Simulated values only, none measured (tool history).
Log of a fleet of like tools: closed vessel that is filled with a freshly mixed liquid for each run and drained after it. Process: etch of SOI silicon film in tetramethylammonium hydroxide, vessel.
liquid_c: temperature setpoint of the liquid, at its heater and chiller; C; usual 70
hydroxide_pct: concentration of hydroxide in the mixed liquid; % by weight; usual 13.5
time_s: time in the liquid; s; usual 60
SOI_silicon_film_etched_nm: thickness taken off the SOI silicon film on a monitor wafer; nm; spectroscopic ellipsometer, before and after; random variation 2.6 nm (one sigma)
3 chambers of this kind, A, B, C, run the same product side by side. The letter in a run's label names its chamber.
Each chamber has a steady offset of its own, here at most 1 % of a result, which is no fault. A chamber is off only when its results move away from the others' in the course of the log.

run   hour  liquid_c  hydroxide_pct  time_s  read-back film thickness of the SOI silicon film reference wafer, read on the same gauge (nm)  SOI_silicon_film_etched_nm
 1B    8.9        70           13.5      60                                                                                         69.981                      380.63
 2C   20.6        70           13.5      60                                                                                         70.011                      386.24
 3A   33.4        70           13.5      60                                                                                         69.976                      380.32
 4C   45.2        70           13.5      60                                                                                         69.980                      383.89
 5B   53.8        70           13.5      60                                                                                         69.955                      383.13
      54.1  -- chamber C: thermometer replaced
 6A   64.7        70           13.5      60                                                                                         69.993                      381.61
 7A   71.0        70           13.5      60                                                                                         69.947                      386.41
 8C   83.6        70           13.5      60                                                                                         69.982                      386.13
 9B   95.9        70           13.5      60                                                                                         69.995                      385.38
10A  103.1        63           13.5      60                                                                                         70.012                      251.25
     114.7  -- chamber A: hydroxide flow meter replaced
11C  114.8        63           13.5      60                                                                                         70.002                      250.97
12B  125.7        63           13.5      60                                                                                         70.004                      251.61
13A  133.5        70           13.5      60                                                                                         69.977                      387.62
     143.6  -- chamber B: hydroxide flow meter replaced
14C  145.2        70           13.5      60                                                                                         69.978                      378.52
15B  154.5        70           13.5      60                                                                                         69.993                      383.49
16C  164.3        70           13.5      60                                                                                         70.010                      382.60
17A  170.2        70           13.5      60                                                                                         69.951                      389.72
18B  177.8        70           13.5      60                                                                                         69.977                      382.64
19B  187.6        70           13.5      60                                                                                         70.048                      383.28
20A  199.9        70           13.5      60                                                                                         70.004                      397.92
21C  206.3        70           13.5      60                                                                                         69.968                      380.62
22B  214.9        70           13.5      60                                                                                         70.002                      387.49
23A  227.4        70           13.5      60                                                                                         70.006                      398.66
24C  234.6        70           13.5      60                                                                                         70.010                      382.79
25C  242.8        70           17.0      60                                                                                         69.972                      349.54
26A  251.2        70           17.0      60                                                                                         69.995                      363.85
27B  257.5        70           17.0      60                                                                                         70.014                      343.97
28A  266.0        70           17.0      60                                                                                         70.004                      367.16
29C  276.1        70           17.0      60                                                                                         69.984                      348.55

All 3 chambers run these settings next. Forecast each chamber's results:
30A  285.3        70           13.5      30                                                                                                                          ?
30B  285.3        70           13.5      30                                                                                                                          ?
30C  285.3        70           13.5      30                                                                                                                          ?

run  SOI_silicon_film_etched_nm
30A                      202.50
30B                      191.75
30C                      192.59

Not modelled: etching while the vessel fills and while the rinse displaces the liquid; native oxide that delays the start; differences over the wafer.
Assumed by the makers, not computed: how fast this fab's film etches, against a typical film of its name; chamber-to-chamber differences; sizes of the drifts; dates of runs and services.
